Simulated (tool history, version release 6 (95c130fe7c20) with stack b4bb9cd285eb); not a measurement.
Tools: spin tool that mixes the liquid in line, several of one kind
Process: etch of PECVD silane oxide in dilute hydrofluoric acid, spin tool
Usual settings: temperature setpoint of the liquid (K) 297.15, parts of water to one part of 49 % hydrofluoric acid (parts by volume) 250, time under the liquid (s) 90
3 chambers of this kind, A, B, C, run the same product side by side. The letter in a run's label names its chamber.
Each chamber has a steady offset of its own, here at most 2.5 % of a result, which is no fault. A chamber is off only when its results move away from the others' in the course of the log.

run    day  temperature setpoint of the liquid (K)  parts of water to one part of 49 % hydrofluoric acid (parts by volume)  time under the liquid (s)  read-back film thickness of the PECVD silane oxide reference wafer, read on the same gauge (nm)  thickness taken off the PECVD silane oxide on a monitor wafer (nm)
 1A  0.238                                  297.15                                                                     250                         90                                                                                           109.99                                                              15.069
 2C  0.350                                  297.15                                                                     250                         90                                                                                           109.99                                                              15.460
 3B  0.608                                  297.15                                                                     250                         90                                                                                           109.98                                                              14.875
 4B  0.750                                  297.15                                                                     250                         90                                                                                           109.99                                                              14.805
 5C  0.958                                  297.15                                                                     175                         90                                                                                           110.01                                                              23.579
 6A  1.196                                  297.15                                                                     175                         90                                                                                           109.97                                                              23.308
 7C  1.454                                  297.15                                                                     175                         90                                                                                           110.03                                                              23.710
 8B  1.683                                  297.15                                                                     250                         90                                                                                           109.97                                                              14.827
 9A  1.942                                  297.15                                                                     250                         90                                                                                           109.95                                                              15.204
10B  2.200                                  297.15                                                                     250                         90                                                                                           110.01                                                              14.730
11C  2.425                                  297.15                                                                     250                         90                                                                                           109.99                                                              15.456
12A  2.638                                  297.15                                                                     250                         90                                                                                           110.01                                                              15.168
13A  2.896                                  297.15                                                                     165                         90                                                                                           110.02                                                              24.949
14C  3.096                                  297.15                                                                     165                         90                                                                                           110.00                                                              25.641
15B  3.246                                  297.15                                                                     165                         90                                                                                           110.02                                                              24.645
16C  3.362                                  297.15                                                                     250                         90                                                                                           110.00                                                              15.720
17A  3.575                                  297.15                                                                     250                         90                                                                                           110.01                                                              15.151
18B  3.804                                  297.15                                                                     250                         90                                                                                           110.01                                                              14.848
19C  4.058                                  297.15                                                                     195                        125                                                                                           110.01                                                              29.733
20B  4.250                                  297.15                                                                     195                        125                                                                                           110.05                                                              28.009
21A  4.408                                  297.15                                                                     195                        125                                                                                           109.98                                                              28.534
22C  4.633                                  297.15                                                                     250                         90                                                                                           109.99                                                              16.194
23B  4.892                                  297.15                                                                     250                         90                                                                                           110.01                                                              14.865
24A  5.067                                  297.15                                                                     250                         90                                                                                           110.00                                                              15.193

All 3 chambers run these settings next. Forecast each chamber's results:
25A  5.258                                  297.15                                                                     250                         65                                                                                                                                                                    ?
25B  5.258                                  297.15                                                                     250                         65                                                                                                                                                                    ?
25C  5.258                                  297.15                                                                     250                         65                                                                                                                                                                    ?

run  thickness taken off the PECVD silane oxide on a monitor wafer (nm)
25A                                                              10.907
25B                                                              10.723
25C                                                              11.736
